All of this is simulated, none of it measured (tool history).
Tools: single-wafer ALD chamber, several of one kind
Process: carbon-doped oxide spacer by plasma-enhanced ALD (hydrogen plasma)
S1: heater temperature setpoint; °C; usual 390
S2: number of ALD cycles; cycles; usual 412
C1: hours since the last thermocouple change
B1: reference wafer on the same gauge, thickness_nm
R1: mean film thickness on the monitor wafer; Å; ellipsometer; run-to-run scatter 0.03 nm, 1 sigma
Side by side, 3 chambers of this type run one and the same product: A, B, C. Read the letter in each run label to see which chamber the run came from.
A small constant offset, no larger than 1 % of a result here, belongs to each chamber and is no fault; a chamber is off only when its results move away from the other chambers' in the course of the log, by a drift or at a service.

{"run": "1C", "day": 0.317, "S1": 390, "S2": 412, "C1": 381.2, "B1": 20.296, "R1": 204.86}
{"run": "2B", "day": 0.667, "S1": 390, "S2": 412, "C1": 22.6, "B1": 20.288, "R1": 206.23}
{"run": "3A", "day": 0.85, "S1": 390, "S2": 412, "C1": 899.8, "B1": 20.285, "R1": 207.87}
{"run": "4C", "day": 1.2, "S1": 390, "S2": 412, "C1": 402.4, "B1": 20.284, "R1": 205.2}
{"run": "5B", "day": 1.479, "S1": 390, "S2": 412, "C1": 42.1, "B1": 20.27, "R1": 206.04}
{"run": "6A", "day": 1.679, "S1": 390, "S2": 412, "C1": 919.7, "B1": 20.274, "R1": 207.31}
{"run": "7C", "day": 1.983, "S1": 402, "S2": 355, "C1": 421.2, "B1": 20.263, "R1": 175.34}
{"run": "8A", "day": 2.175, "S1": 402, "S2": 355, "C1": 931.6, "B1": 20.268, "R1": 177.65}
{"run": "9B", "day": 2.329, "S1": 402, "S2": 355, "C1": 62.5, "B1": 20.273, "R1": 176.42}
{"run": "10A", "day": 2.658, "S1": 390, "S2": 412, "C1": 943.2, "B1": 20.251, "R1": 206.97}
{"run": "11B", "day": 2.921, "S1": 390, "S2": 412, "C1": 76.7, "B1": 20.249, "R1": 205.36}
{"run": "12C", "day": 3.083, "S1": 376, "S2": 412, "C1": 447.6, "B1": 20.257, "R1": 204.55}
{"run": "13C", "day": 3.383, "S1": 376, "S2": 412, "C1": 454.8, "B1": 20.244, "R1": 204.88}
{"run": "14A", "day": 3.621, "S1": 376, "S2": 412, "C1": 966.3, "B1": 20.25, "R1": 206.47}
{"run": "15B", "day": 3.792, "S1": 390, "S2": 412, "C1": 97.6, "B1": 20.237, "R1": 205.4}
{"run": "16C", "day": 3.954, "S1": 390, "S2": 412, "C1": 468.5, "B1": 20.238, "R1": 204.89}
{"run": "17B", "day": 4.129, "S1": 390, "S2": 412, "C1": 105.7, "B1": 20.236, "R1": 205.24}
{"run": "18A", "day": 4.383, "S1": 390, "S2": 412, "C1": 984.6, "B1": 20.234, "R1": 206.86}
{"run": "19C", "day": 4.675, "S1": 390, "S2": 412, "C1": 485.8, "B1": 20.231, "R1": 203.99}
{"run": "20B", "day": 5.008, "S1": 390, "S2": 412, "C1": 126.8, "B1": 20.226, "R1": 205.52}
{"run": "21A", "day": 5.308, "S1": 390, "S2": 412, "C1": 1006.8, "B1": 20.215, "R1": 207.16}
{"run": "22B", "day": 5.538, "S1": 390, "S2": 412, "C1": 139.5, "B1": 20.217, "R1": 205.53}
{"run": "23C", "day": 5.804, "S1": 390, "S2": 412, "C1": 512.9, "B1": 20.211, "R1": 204.17}
{"run": "24A", "day": 5.983, "S1": 390, "S2": 412, "C1": 1023.0, "B1": 20.207, "R1": 206.54}
{"run": "25B", "day": 6.329, "S1": 390, "S2": 412, "C1": 158.5, "B1": 20.197, "R1": 205.12}
{"run": "26A", "day": 6.5, "S1": 404, "S2": 412, "C1": 1035.4, "B1": 20.198, "R1": 204.01}
{"run": "27C", "day": 6.742, "S1": 404, "S2": 412, "C1": 535.4, "B1": 20.188, "R1": 201.76}
{"run": "28A", "day": 6.925, "S1": 404, "S2": 412, "C1": 1045.6, "B1": 20.186, "R1": 203.97}
{"run": "29C", "day": 7.204, "S1": 390, "S2": 412, "C1": 546.5, "B1": 20.194, "R1": 203.93}
{"run": "30B", "day": 7.388, "S1": 390, "S2": 412, "C1": 183.9, "B1": 20.186, "R1": 205.51}
{"run": "31B", "day": 7.621, "S1": 390, "S2": 412, "C1": 189.5, "B1": 20.174, "R1": 205.18}

Decide between three cases: one chamber stands off from its peers, the gauge reading all wafers drifts, or nothing is wrong past each chamber's small offset. Where a chamber is off, say which and what most likely put it there.

The shared gauge is drifting. All chambers look as if they move in step, but none is off.
Likeliest cause: gauge reads low (%) = 0.612.

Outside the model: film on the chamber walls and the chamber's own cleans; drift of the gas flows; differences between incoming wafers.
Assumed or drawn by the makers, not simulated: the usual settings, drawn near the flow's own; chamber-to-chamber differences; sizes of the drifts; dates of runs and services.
